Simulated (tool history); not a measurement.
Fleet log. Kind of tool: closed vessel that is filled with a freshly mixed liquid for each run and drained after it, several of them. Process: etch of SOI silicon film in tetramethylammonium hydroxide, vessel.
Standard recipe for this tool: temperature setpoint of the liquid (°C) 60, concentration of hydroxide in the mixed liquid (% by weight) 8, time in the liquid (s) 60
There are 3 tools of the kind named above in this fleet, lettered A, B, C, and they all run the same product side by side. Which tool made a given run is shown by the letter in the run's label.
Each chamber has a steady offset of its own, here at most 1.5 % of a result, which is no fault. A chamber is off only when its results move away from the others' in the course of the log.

run	hour	temperature setpoint of the liquid (°C)	concentration of hydroxide in the mixed liquid (% by weight)	time in the liquid (s)	read-back film thickness of the SOI silicon film reference wafer, read on the same gauge (nm)	thickness taken off the SOI silicon film on a monitor wafer (nm)
1C	10.5	60	8	60	29.976	241.56
2A	19.8	60	8	60	30.003	244.77
3B	28.5	60	8	60	30.002	240.78
4A	35	60	8	60	29.986	244.35
5C	45	60	8	60	30	243.4
6B	53.9	60	8	60	30.012	240.4
7B	59.9	60	8	60	30.002	241.64
8C	65	60	8	60	29.996	241.95
9A	70.2	60	8	60	29.999	247.66
10C	79.1	60	8	60	30.002	242.51
11A	85.5	62.5	8	35	30.011	168.85
12B	92.8	62.5	8	35	29.998	164.37
13A	101.3	62.5	8	35	29.991	169.73
14B	110.9	60	8	60	30.007	240.62
# hour 114: chamber A: hydroxide flow meter replaced
15C	119.6	60	8	60	30.009	243.83
# hour 124.2: chamber C: thermometer replaced
16B	127.3	60	8	60	30.002	240.9
17C	135.9	60	9.5	60	29.988	229.12
18A	145.9	60	9.5	60	30.015	238.49
19C	156.2	60	9.5	60	29.981	230.44
20B	161	60	8	60	29.988	241.53
21A	167.8	60	8	60	30.003	256.73
22C	174	60	7	60	29.997	251.61
23A	179.2	60	7	60	30.017	267.13
24B	189.6	60	7	60	30.009	250.32
25C	195.6	65.5	9.5	60	30.028	321.18

Is one chamber off against the others, does the gauge drift, or is nothing wrong? If a chamber is off, say which, and what the likeliest cause is.

It is chamber A that slowly wanders off from its peers.
Most likely cause: liquid hotter than its thermometer reads (K) = 0.839.

Chamber A could run next with any of the 4 candidate recipes listed below; each alters the usual settings, and their results appear as question marks. Which one brings its results back in line with what the other chambers deliver on the usual settings?
A result is in line if it is within this distance of the other chambers' mean on the usual settings: thickness taken off the SOI silicon film on a monitor wafer (nm) 4
26A-1	203.3	59	8	60		?
26A-2	203.3	59.5	8	60		?
26A-3	203.3	60.5	8	60		?
26A-4	203.3	60	6.5	60		?

Mean of the other chambers on the usual settings: thickness taken off the SOI silicon film on a monitor wafer (nm) 242.02
run	thickness taken off the SOI silicon film on a monitor wafer (nm)
26A-1	241.31
26A-2	248.96
26A-3	265.21
26A-4	272.01
It is 26A-1 that realigns the chamber with its peers.

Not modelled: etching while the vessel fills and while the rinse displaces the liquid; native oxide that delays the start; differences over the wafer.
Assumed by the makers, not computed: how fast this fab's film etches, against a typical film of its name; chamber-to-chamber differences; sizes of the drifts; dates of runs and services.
